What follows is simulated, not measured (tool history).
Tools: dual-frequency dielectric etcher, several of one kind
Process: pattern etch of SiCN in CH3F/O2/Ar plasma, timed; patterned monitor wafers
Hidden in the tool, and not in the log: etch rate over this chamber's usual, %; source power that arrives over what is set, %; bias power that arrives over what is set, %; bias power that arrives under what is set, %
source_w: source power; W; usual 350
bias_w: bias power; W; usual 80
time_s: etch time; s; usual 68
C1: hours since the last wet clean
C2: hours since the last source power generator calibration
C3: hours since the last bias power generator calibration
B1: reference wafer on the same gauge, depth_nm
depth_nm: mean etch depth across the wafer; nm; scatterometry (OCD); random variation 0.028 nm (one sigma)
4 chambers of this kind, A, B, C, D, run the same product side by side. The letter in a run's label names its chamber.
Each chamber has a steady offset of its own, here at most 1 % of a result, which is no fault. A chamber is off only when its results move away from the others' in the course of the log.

{"hour": 5.3, "done": "chamber A: wet clean of the chamber"}
{"run": "1D", "hour": 8.1, "source_w": 350, "bias_w": 80, "time_s": 68, "C1": 282.6, "C2": 2122.9, "C3": 1913.9, "B1": 29.507, "depth_nm": 25.302}
{"hour": 11.4, "done": "chamber A: bias power generator calibrated"}
{"run": "2C", "hour": 17.8, "source_w": 350, "bias_w": 80, "time_s": 68, "C1": 117, "C2": 2830.5, "C3": 652.5, "B1": 29.506, "depth_nm": 25.008}
{"run": "3A", "hour": 26.1, "source_w": 350, "bias_w": 80, "time_s": 68, "C1": 20.8, "C2": 2294, "C3": 14.8, "B1": 29.506, "depth_nm": 25.139}
{"run": "4B", "hour": 35.5, "source_w": 350, "bias_w": 80, "time_s": 68, "C1": 386.8, "C2": 3932, "C3": 444.2, "B1": 29.519, "depth_nm": 25.043}
{"run": "5C", "hour": 42.6, "source_w": 350, "bias_w": 80, "time_s": 68, "C1": 141.8, "C2": 2855.3, "C3": 677.3, "B1": 29.511, "depth_nm": 24.994}
{"run": "6A", "hour": 49.6, "source_w": 290, "bias_w": 90, "time_s": 68, "C1": 44.3, "C2": 2317.5, "C3": 38.3, "B1": 29.523, "depth_nm": 24.49}
{"run": "7B", "hour": 59.7, "source_w": 290, "bias_w": 90, "time_s": 68, "C1": 411, "C2": 3956.2, "C3": 468.4, "B1": 29.532, "depth_nm": 24.448}
{"hour": 62.5, "done": "chamber B: wet clean of the chamber"}
{"run": "8D", "hour": 67.8, "source_w": 290, "bias_w": 90, "time_s": 68, "C1": 342.3, "C2": 2182.6, "C3": 1973.6, "B1": 29.529, "depth_nm": 24.719}
{"run": "9C", "hour": 79.0, "source_w": 290, "bias_w": 90, "time_s": 68, "C1": 178.2, "C2": 2891.7, "C3": 713.7, "B1": 29.53, "depth_nm": 24.365}
{"run": "10B", "hour": 86.9, "source_w": 350, "bias_w": 80, "time_s": 68, "C1": 24.4, "C2": 3983.4, "C3": 495.6, "B1": 29.54, "depth_nm": 25.147}
{"run": "11A", "hour": 95.0, "source_w": 350, "bias_w": 80, "time_s": 68, "C1": 89.7, "C2": 2362.9, "C3": 83.7, "B1": 29.541, "depth_nm": 25.118}
{"run": "12D", "hour": 102.8, "source_w": 350, "bias_w": 80, "time_s": 68, "C1": 377.3, "C2": 2217.6, "C3": 2008.6, "B1": 29.557, "depth_nm": 25.443}
{"run": "13C", "hour": 108.1, "source_w": 350, "bias_w": 80, "time_s": 68, "C1": 207.3, "C2": 2920.8, "C3": 742.8, "B1": 29.551, "depth_nm": 25.003}
{"run": "14A", "hour": 113.5, "source_w": 350, "bias_w": 80, "time_s": 68, "C1": 108.2, "C2": 2381.4, "C3": 102.2, "B1": 29.555, "depth_nm": 25.093}
{"run": "15D", "hour": 119.4, "source_w": 320, "bias_w": 91, "time_s": 68, "C1": 393.9, "C2": 2234.2, "C3": 2025.2, "B1": 29.553, "depth_nm": 25.727}
{"hour": 124.8, "done": "chamber D: wet clean of the chamber"}
{"run": "16B", "hour": 130.3, "source_w": 320, "bias_w": 91, "time_s": 68, "C1": 67.8, "C2": 4026.8, "C3": 539, "B1": 29.562, "depth_nm": 25.458}
{"run": "17C", "hour": 140.9, "source_w": 320, "bias_w": 91, "time_s": 68, "C1": 240.1, "C2": 2953.6, "C3": 775.6, "B1": 29.567, "depth_nm": 25.413}
{"run": "18A", "hour": 147.1, "source_w": 320, "bias_w": 91, "time_s": 68, "C1": 141.8, "C2": 2415, "C3": 135.8, "B1": 29.566, "depth_nm": 25.507}
{"run": "19B", "hour": 153.5, "source_w": 350, "bias_w": 80, "time_s": 68, "C1": 91, "C2": 4050, "C3": 562.2, "B1": 29.57, "depth_nm": 25.145}
{"run": "20D", "hour": 158.8, "source_w": 350, "bias_w": 71, "time_s": 51.5, "C1": 34, "C2": 2273.6, "C3": 2064.6, "B1": 29.575, "depth_nm": 18.388}
{"run": "21C", "hour": 164.9, "source_w": 350, "bias_w": 71, "time_s": 51.5, "C1": 264.1, "C2": 2977.6, "C3": 799.6, "B1": 29.576, "depth_nm": 18.201}
{"run": "22D", "hour": 172.4, "source_w": 350, "bias_w": 71, "time_s": 51.5, "C1": 47.6, "C2": 2287.2, "C3": 2078.2, "B1": 29.577, "depth_nm": 18.398}
{"run": "23A", "hour": 178.1, "source_w": 350, "bias_w": 71, "time_s": 51.5, "C1": 172.8, "C2": 2446, "C3": 166.8, "B1": 29.576, "depth_nm": 18.245}
{"run": "24B", "hour": 185.2, "source_w": 350, "bias_w": 80, "time_s": 68, "C1": 122.7, "C2": 4081.7, "C3": 593.9, "B1": 29.587, "depth_nm": 25.182}
{"run": "25C", "hour": 196.2, "source_w": 350, "bias_w": 80, "time_s": 68, "C1": 295.4, "C2": 3008.9, "C3": 830.9, "B1": 29.58, "depth_nm": 25.057}
{"hour": 202.5, "done": "chamber A: source power generator calibrated"}
{"run": "26B", "hour": 203.8, "source_w": 350, "bias_w": 80, "time_s": 68, "C1": 141.3, "C2": 4100.3, "C3": 612.5, "B1": 29.595, "depth_nm": 25.201}
{"run": "27D", "hour": 214.0, "source_w": 350, "bias_w": 80, "time_s": 68, "C1": 89.2, "C2": 2328.8, "C3": 2119.8, "B1": 29.608, "depth_nm": 25.421}
{"run": "28A", "hour": 222.5, "source_w": 350, "bias_w": 80, "time_s": 68, "C1": 217.2, "C2": 20.1, "C3": 211.2, "B1": 29.595, "depth_nm": 25.132}
{"run": "29B", "hour": 229.2, "source_w": 350, "bias_w": 97, "time_s": 68, "C1": 166.7, "C2": 4125.7, "C3": 637.9, "B1": 29.6, "depth_nm": 27.096}
{"run": "30C", "hour": 234.9, "source_w": 350, "bias_w": 97, "time_s": 68, "C1": 334.1, "C2": 3047.6, "C3": 869.6, "B1": 29.605, "depth_nm": 26.932}
{"run": "31A", "hour": 241.9, "source_w": 350, "bias_w": 97, "time_s": 68, "C1": 236.6, "C2": 39.5, "C3": 230.6, "B1": 29.601, "depth_nm": 27.031}
{"run": "32D", "hour": 249.9, "source_w": 350, "bias_w": 97, "time_s": 68, "C1": 125.1, "C2": 2364.7, "C3": 2155.7, "B1": 29.615, "depth_nm": 27.264}
{"hour": 260.3, "done": "chamber B: source power generator calibrated"}
{"run": "33B", "hour": 261.3, "source_w": 350, "bias_w": 80, "time_s": 68, "C1": 198.8, "C2": 1, "C3": 670, "B1": 29.621, "depth_nm": 25.214}
{"run": "34A", "hour": 266.2, "source_w": 350, "bias_w": 80, "time_s": 68, "C1": 260.9, "C2": 63.8, "C3": 254.9, "B1": 29.63, "depth_nm": 25.208}
{"run": "35C", "hour": 272.4, "source_w": 350, "bias_w": 80, "time_s": 68, "C1": 371.6, "C2": 3085.1, "C3": 907.1, "B1": 29.63, "depth_nm": 25.107}
{"run": "36D", "hour": 279.5, "source_w": 350, "bias_w": 80, "time_s": 68, "C1": 154.7, "C2": 2394.3, "C3": 2185.3, "B1": 29.628, "depth_nm": 25.446}
{"run": "37A", "hour": 288.9, "source_w": 350, "bias_w": 80, "time_s": 68, "C1": 283.6, "C2": 86.5, "C3": 277.6, "B1": 29.632, "depth_nm": 25.237}

What goes on in this fleet: one chamber off, a drifting gauge, or nothing beyond the chambers' own small offsets? Name the chamber and the cause, if any.

The gauge drifts, so all chambers seem to drift together. No chamber is off.
Cause: gauge reads high (%) = 0.458.
